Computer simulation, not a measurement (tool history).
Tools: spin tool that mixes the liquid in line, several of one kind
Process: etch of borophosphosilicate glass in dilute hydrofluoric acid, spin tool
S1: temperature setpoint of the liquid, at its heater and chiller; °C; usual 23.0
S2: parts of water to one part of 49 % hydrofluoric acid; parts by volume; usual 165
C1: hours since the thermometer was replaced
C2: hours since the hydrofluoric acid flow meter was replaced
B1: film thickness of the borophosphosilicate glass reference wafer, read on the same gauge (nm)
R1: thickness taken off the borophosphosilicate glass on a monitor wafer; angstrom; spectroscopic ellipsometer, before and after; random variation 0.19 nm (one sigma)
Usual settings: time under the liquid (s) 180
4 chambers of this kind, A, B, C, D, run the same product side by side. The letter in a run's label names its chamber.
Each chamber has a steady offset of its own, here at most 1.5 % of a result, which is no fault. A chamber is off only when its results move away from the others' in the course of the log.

run 1D hour=12.4 | S1=23.0 S2=165 time_under_the_liquid_(s)=180 | C1=79.3 C2=752.1 | B1=80.008 | R1=298.69
run 2B hour=19.7 | S1=23.0 S2=165 time_under_the_liquid_(s)=180 | C1=1061.0 C2=1797.9 | B1=80.048 | R1=300.57
run 3A hour=27.7 | S1=23.0 S2=165 time_under_the_liquid_(s)=180 | C1=1218.1 C2=880.3 | B1=80.048 | R1=304.93
run 4C hour=34.0 | S1=23.0 S2=165 time_under_the_liquid_(s)=180 | C1=536.5 C2=676.2 | B1=79.944 | R1=301.07
-- hour=40.0 chamber C: hydrofluoric acid flow meter replaced
-- hour=44.9 chamber B: hydrofluoric acid flow meter replaced
run 5C hour=45.0 | S1=23.0 S2=165 time_under_the_liquid_(s)=180 | C1=547.5 C2=5.0 | B1=80.024 | R1=302.37
run 6B hour=54.2 | S1=23.0 S2=165 time_under_the_liquid_(s)=180 | C1=1095.5 C2=9.3 | B1=79.984 | R1=301.63
run 7D hour=66.1 | S1=23.0 S2=165 time_under_the_liquid_(s)=180 | C1=133.0 C2=805.8 | B1=80.017 | R1=298.14
run 8A hour=73.2 | S1=23.0 S2=165 time_under_the_liquid_(s)=180 | C1=1263.6 C2=925.8 | B1=79.982 | R1=306.99
run 9B hour=82.1 | S1=23.0 S2=165 time_under_the_liquid_(s)=180 | C1=1123.4 C2=37.2 | B1=80.030 | R1=303.72
run 10A hour=90.2 | S1=23.0 S2=165 time_under_the_liquid_(s)=180 | C1=1280.6 C2=942.8 | B1=80.032 | R1=300.72
run 11D hour=101.4 | S1=23.0 S2=165 time_under_the_liquid_(s)=180 | C1=168.3 C2=841.1 | B1=80.009 | R1=299.63
run 12C hour=113.5 | S1=23.0 S2=165 time_under_the_liquid_(s)=180 | C1=616.0 C2=73.5 | B1=80.008 | R1=306.20
run 13C hour=121.0 | S1=23.0 S2=165 time_under_the_liquid_(s)=180 | C1=623.5 C2=81.0 | B1=79.984 | R1=302.25
run 14A hour=135.4 | S1=23.0 S2=165 time_under_the_liquid_(s)=180 | C1=1325.8 C2=988.0 | B1=79.987 | R1=303.27
run 15D hour=145.2 | S1=23.0 S2=165 time_under_the_liquid_(s)=180 | C1=212.1 C2=884.9 | B1=79.997 | R1=296.44
run 16B hour=151.7 | S1=23.0 S2=165 time_under_the_liquid_(s)=180 | C1=1193.0 C2=106.8 | B1=80.073 | R1=301.73
run 17D hour=165.0 | S1=23.0 S2=125 time_under_the_liquid_(s)=180 | C1=231.9 C2=904.7 | B1=80.036 | R1=413.95
run 18A hour=176.9 | S1=23.0 S2=125 time_under_the_liquid_(s)=180 | C1=1367.3 C2=1029.5 | B1=79.985 | R1=416.64
run 19C hour=190.2 | S1=23.0 S2=125 time_under_the_liquid_(s)=180 | C1=692.7 C2=150.2 | B1=79.980 | R1=426.07
run 20B hour=198.3 | S1=23.0 S2=125 time_under_the_liquid_(s)=180 | C1=1239.6 C2=153.4 | B1=79.983 | R1=419.29
-- hour=208.8 chamber B: thermometer replaced
run 21A hour=210.0 | S1=23.0 S2=165 time_under_the_liquid_(s)=180 | C1=1400.4 C2=1062.6 | B1=79.993 | R1=302.95
run 22C hour=218.2 | S1=23.0 S2=165 time_under_the_liquid_(s)=180 | C1=720.7 C2=178.2 | B1=80.005 | R1=311.96
run 23D hour=225.5 | S1=23.0 S2=165 time_under_the_liquid_(s)=180 | C1=292.4 C2=965.2 | B1=80.028 | R1=298.22
run 24B hour=239.7 | S1=23.0 S2=165 time_under_the_liquid_(s)=180 | C1=31.0 C2=194.8 | B1=79.974 | R1=300.50
run 25D hour=249.5 | S1=23.0 S2=220 time_under_the_liquid_(s)=180 | C1=316.4 C2=989.2 | B1=79.981 | R1=210.13
run 26C hour=257.7 | S1=23.0 S2=220 time_under_the_liquid_(s)=180 | C1=760.2 C2=217.7 | B1=79.958 | R1=220.71
run 27A hour=266.8 | S1=23.0 S2=220 time_under_the_liquid_(s)=180 | C1=1457.2 C2=1119.4 | B1=80.002 | R1=214.83
run 28B hour=279.6 | S1=23.0 S2=220 time_under_the_liquid_(s)=180 | C1=70.9 C2=234.7 | B1=79.987 | R1=215.58
run 29D hour=290.9 | S1=23.0 S2=165 time_under_the_liquid_(s)=180 | C1=357.8 C2=1030.6 | B1=80.029 | R1=299.52
run 30A hour=304.7 | S1=23.0 S2=165 time_under_the_liquid_(s)=180 | C1=1495.1 C2=1157.3 | B1=80.007 | R1=301.90
run 31C hour=316.0 | S1=23.0 S2=165 time_under_the_liquid_(s)=180 | C1=818.5 C2=276.0 | B1=79.989 | R1=317.77
run 32B hour=328.7 | S1=23.0 S2=165 time_under_the_liquid_(s)=180 | C1=120.0 C2=283.8 | B1=79.981 | R1=303.40
-- hour=336.1 chamber A: thermometer replaced
run 33C hour=342.8 | S1=23.0 S2=165 time_under_the_liquid_(s)=180 | C1=845.3 C2=302.8 | B1=79.956 | R1=316.05
run 34D hour=352.7 | S1=23.0 S2=235 time_under_the_liquid_(s)=105 | C1=419.6 C2=1092.4 | B1=79.989 | R1=114.85
run 35A hour=359.7 | S1=23.0 S2=235 time_under_the_liquid_(s)=105 | C1=23.7 C2=1212.3 | B1=79.962 | R1=115.40
run 36B hour=366.7 | S1=23.0 S2=235 time_under_the_liquid_(s)=105 | C1=158.0 C2=321.8 | B1=80.006 | R1=114.24

All 4 chambers run these settings next. Forecast each chamber's results:
run 37A hour=377.2 | S1=20.5 S2=165 time_under_the_liquid_(s)=180 | R1=?
run 37B hour=377.2 | S1=20.5 S2=165 time_under_the_liquid_(s)=180 | R1=?
run 37C hour=377.2 | S1=20.5 S2=165 time_under_the_liquid_(s)=180 | R1=?
run 37D hour=377.2 | S1=20.5 S2=165 time_under_the_liquid_(s)=180 | R1=?

run=37A R1=274.87
run=37B R1=272.36
run=37C R1=292.12
run=37D R1=273.12

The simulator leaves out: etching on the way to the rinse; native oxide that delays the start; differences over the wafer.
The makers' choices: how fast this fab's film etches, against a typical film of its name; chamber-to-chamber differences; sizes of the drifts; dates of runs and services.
